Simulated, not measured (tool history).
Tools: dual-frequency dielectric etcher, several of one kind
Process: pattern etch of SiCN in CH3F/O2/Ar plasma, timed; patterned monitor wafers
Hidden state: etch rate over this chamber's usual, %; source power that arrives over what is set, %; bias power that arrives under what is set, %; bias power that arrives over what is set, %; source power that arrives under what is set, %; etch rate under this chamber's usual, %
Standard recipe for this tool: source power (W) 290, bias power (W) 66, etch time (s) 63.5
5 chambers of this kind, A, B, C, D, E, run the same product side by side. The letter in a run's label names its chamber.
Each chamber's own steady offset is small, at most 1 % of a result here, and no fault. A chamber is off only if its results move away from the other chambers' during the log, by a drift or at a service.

run	hour	source power (W)	bias power (W)	etch time (s)	hours since the last wet clean	hours since the last source power generator calibration	hours since the last bias power generator calibration	read-back reference wafer on the same gauge, depth_nm	mean etch depth across the wafer (nm)
1A	5.5	290	66	63.5	388.8	1869.4	1765.7	17.505	20.625
2C	9.2	290	66	63.5	123.1	1122.8	2381.2	17.503	20.355
3E	16.2	290	66	63.5	636	2497.4	2058.5	17.514	20.464
4B	23.5	290	66	63.5	296.7	1311.7	1839	17.513	20.631
5D	30.8	290	66	63.5	348.1	981.8	2868	17.521	20.494
6C	36	290	66	63.5	149.9	1149.6	2408	17.533	20.344
7A	41.4	290	66	63.5	424.7	1905.3	1801.6	17.521	20.694
8B	46.4	290	66	63.5	319.6	1334.6	1861.9	17.532	20.568
9E	52.9	290	66	63.5	672.7	2534.1	2095.2	17.538	20.54
10D	58.5	290	66	63.5	375.8	1009.5	2895.7	17.54	20.526
11C	65.7	290	66	69.5	179.6	1179.3	2437.7	17.543	22.273
12E	72.5	290	66	69.5	692.3	2553.7	2114.8	17.551	22.426
# hour 76.3: chamber E: wet clean of the chamber
13A	78.7	290	66	69.5	462	1942.6	1838.9	17.551	22.579
14B	84.1	290	66	69.5	357.3	1372.3	1899.6	17.55	22.509
15D	90.6	290	66	69.5	407.9	1041.6	2927.8	17.561	22.549
16D	96.5	290	66	63.5	413.8	1047.5	2933.7	17.565	20.549
17C	102	290	66	63.5	215.9	1215.6	2474	17.57	20.375
18A	105.3	290	80	63.5	488.6	1969.2	1865.5	17.568	22.182
19E	109	290	80	63.5	32.8	2590.2	2151.3	17.567	22.031
20B	112.5	290	80	63.5	385.7	1400.7	1928	17.571	22.092
21B	116.3	290	80	63.5	389.5	1404.5	1931.8	17.585	22.149
22E	121.4	290	80	63.5	45.2	2602.6	2163.7	17.587	22.059
23A	124.9	290	66	63.5	508.2	1988.8	1885.1	17.585	20.723
24C	129.2	290	66	63.5	243.1	1242.8	2501.2	17.596	20.439
25D	133.8	320	66	63.5	451.1	1084.8	2971	17.598	21.371
26E	137.6	320	66	63.5	61.4	2618.8	2179.9	17.587	21.318
27A	142.4	320	66	63.5	525.7	2006.3	1902.6	17.592	21.441
28B	146.3	320	66	63.5	419.5	1434.5	1961.8	17.6	21.403
29D	151	320	66	63.5	468.3	1102	2988.2	17.606	21.402
30C	156.9	290	66	63.5	270.8	1270.5	2528.9	17.615	20.412
31E	162.2	290	66	63.5	86	2643.4	2204.5	17.609	20.635
32C	168.8	290	66	63.5	282.7	1282.4	2540.8	17.609	20.51
33B	174.7	290	66	63.5	447.9	1462.9	1990.2	17.612	20.734
34A	181.6	290	66	63.5	564.9	2045.5	1941.8	17.622	20.753

Next, all 5 chambers run the settings below, one line each with question marks for the results. What does each chamber give?
35A	186.9	290	66	63.5					?
35B	186.9	290	66	63.5					?
35C	186.9	290	66	63.5					?
35D	186.9	290	66	63.5					?
35E	186.9	290	66	63.5					?

run	mean etch depth across the wafer (nm)
35A	20.787
35B	20.673
35C	20.494
35D	20.647
35E	20.605
